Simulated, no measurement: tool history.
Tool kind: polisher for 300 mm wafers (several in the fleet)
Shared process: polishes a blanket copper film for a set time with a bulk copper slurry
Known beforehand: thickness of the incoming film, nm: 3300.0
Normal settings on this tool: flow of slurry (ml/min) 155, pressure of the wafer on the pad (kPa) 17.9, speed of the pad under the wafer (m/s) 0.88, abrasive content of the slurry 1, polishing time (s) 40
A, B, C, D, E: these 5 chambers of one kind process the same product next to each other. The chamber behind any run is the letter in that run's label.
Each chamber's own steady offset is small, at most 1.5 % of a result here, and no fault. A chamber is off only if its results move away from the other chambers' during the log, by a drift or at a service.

run   hour  flow of slurry (ml/min)  pressure of the wafer on the pad (kPa)  speed of the pad under the wafer (m/s)  abrasive content of the slurry  polishing time (s)  film removed (angstrom)
       0.2  -- chamber A: worn pad replaced by a new one
 1A      8                      155                                    17.9                                    0.88                               1                  40                     2504
 2C   12.7                      155                                    17.9                                    0.88                               1                  40                   2561.4
      19.4  -- chamber D: slurry blender recalibrated
 3E   21.3                      155                                    17.9                                    0.88                               1                  40                   2517.9
 4B   28.2                      155                                    17.9                                    0.88                               1                  40                   2558.7
      30.3  -- chamber E: worn pad replaced by a new one
 5D   33.5                      155                                    17.9                                    0.88                               1                  40                   2559.8
      34.6  -- chamber B: worn pad replaced by a new one
 6E   42.7                      155                                    17.9                                    0.88                               1                  40                   2578.2
 7D   48.9                      155                                    17.9                                    0.88                             0.9                  40                   2436.3
        53  -- chamber C: worn pad replaced by a new one
      55.1  -- chamber D: worn pad replaced by a new one
 8B   55.1                      155                                    17.9                                    0.88                             0.9                  40                   2516.3
 9A   61.8                      155                                    17.9                                    0.88                             0.9                  40                   2456.3
      70.8  -- chamber A: slurry blender recalibrated
10C   70.8                      155                                    17.9                                    0.88                             0.9                  40                   2482.2
11B   75.4                      155                                    17.9                                    0.88                             0.9                  40                   2567.6
      76.9  -- chamber A: worn pad replaced by a new one
12A     81                      155                                    17.9                                    0.88                               1                  40                   2492.3
13E   87.6                      155                                    17.9                                    0.88                               1                  40                   2537.5
14D   96.8                      155                                    17.9                                    0.88                               1                  40                   2555.9
15C  103.6                      155                                    17.9                                    0.88                               1                  40                   2516.2
     105.2  -- chamber C: worn pad replaced by a new one
     107.7  -- chamber D: worn pad replaced by a new one
16C  111.3                      155                                    17.9                                    0.88                               1                  40                   2549.2
     114.6  -- chamber E: slurry blender recalibrated
17A  119.9                      155                                    22.8                                    0.88                               1                  40                   3189.4
18E  128.3                      155                                    22.8                                    0.88                               1                  40                   3252.5
     129.3  -- chamber B: slurry blender recalibrated
19B  134.6                      155                                    22.8                                    0.88                               1                  40                   3314.6
     139.9  -- chamber E: worn pad replaced by a new one
20D  142.1                      155                                    22.8                                    0.88                               1                  40                   3255.6
     142.4  -- chamber B: worn pad replaced by a new one
     143.2  -- chamber A: slurry nozzle cleaned
     148.1  -- chamber A: worn pad replaced by a new one
21B  150.7                      155                                    22.8                                    0.88                               1                  40                   3312.8
22D  155.1                      155                                    17.9                                    0.88                               1                  40                   2569.8
     155.5  -- chamber C: slurry nozzle cleaned
23A  162.9                      155                                    17.9                                    0.88                               1                  40                     2473
       164  -- chamber C: worn pad replaced by a new one
24E  168.6                      155                                    17.9                                    0.88                               1                  40                   2502.4
     170.6  -- chamber D: worn pad replaced by a new one
25C  173.6                      155                                    17.9                                    0.88                               1                  40                   2587.9
26D  180.6                      155                                    17.9                                    0.88                               1                  40                   2510.5
27A  186.6                      155                                    17.9                                    0.88                               1                  40                     2481
28C  194.4                      155                                    17.9                                    0.88                               1                  40                   2567.6
29E  200.7                      155                                    17.9                                    0.88                               1                  40                   2563.4
30B  209.7                      155                                    17.9                                    0.88                               1                  40                   2530.5
     215.4  -- chamber E: head pressure recalibrated
     216.4  -- chamber A: worn pad replaced by a new one
31E  217.5                      155                                    17.9                                    0.88                               1                  40                   2470.5
     217.7  -- chamber C: worn pad replaced by a new one
32A  226.6                      155                                    17.9                                    0.88                               1                  40                   2521.7
     232.3  -- chamber D: worn pad replaced by a new one
     235.2  -- chamber A: slurry blender recalibrated
33C  235.5                      155                                    17.9                                    0.88                               1                  40                   2529.3
34B  240.5                      155                                    17.9                                    0.88                               1                  40                   2570.7
     241.6  -- chamber B: worn pad replaced by a new one
35D    245                      155                                    17.9                                    0.88                               1                  40                     2556
     246.6  -- chamber E: worn pad replaced by a new one
36D  254.2                      155                                    17.9                                    0.88                               1                  40                     2531
37B  262.8                      155                                    17.9                                    0.88                               1                  40                   2552.3
     268.4  -- chamber E: slurry blender recalibrated
38C  271.9                      155                                    17.9                                    0.88                               1                  40                   2514.4
     275.6  -- chamber C: worn pad replaced by a new one
39E  279.9                      155                                    17.9                                    0.88                               1                  40                   2415.6
40A  285.1                      155                                    17.9                                    0.88                               1                  40                   2476.9
41B  293.9                      155                                    17.9                                    0.88                               1                  40                   2578.3
42C  301.2                      155                                    17.9                                    0.88                               1                  40                   2596.1

All 5 chambers run these settings next. Forecast each chamber's results:
43A  307.8                      155                                    15.2                                    0.88                               1                  40                        ?
43B  307.8                      155                                    15.2                                    0.88                               1                  40                        ?
43C  307.8                      155                                    15.2                                    0.88                               1                  40                        ?
43D  307.8                      155                                    15.2                                    0.88                               1                  40                        ?
43E  307.8                      155                                    15.2                                    0.88                               1                  40                        ?

run  film removed (angstrom)
43A                   2087.4
43B                   2157.7
43C                     2202
43D                   2138.1
43E                   2042.9
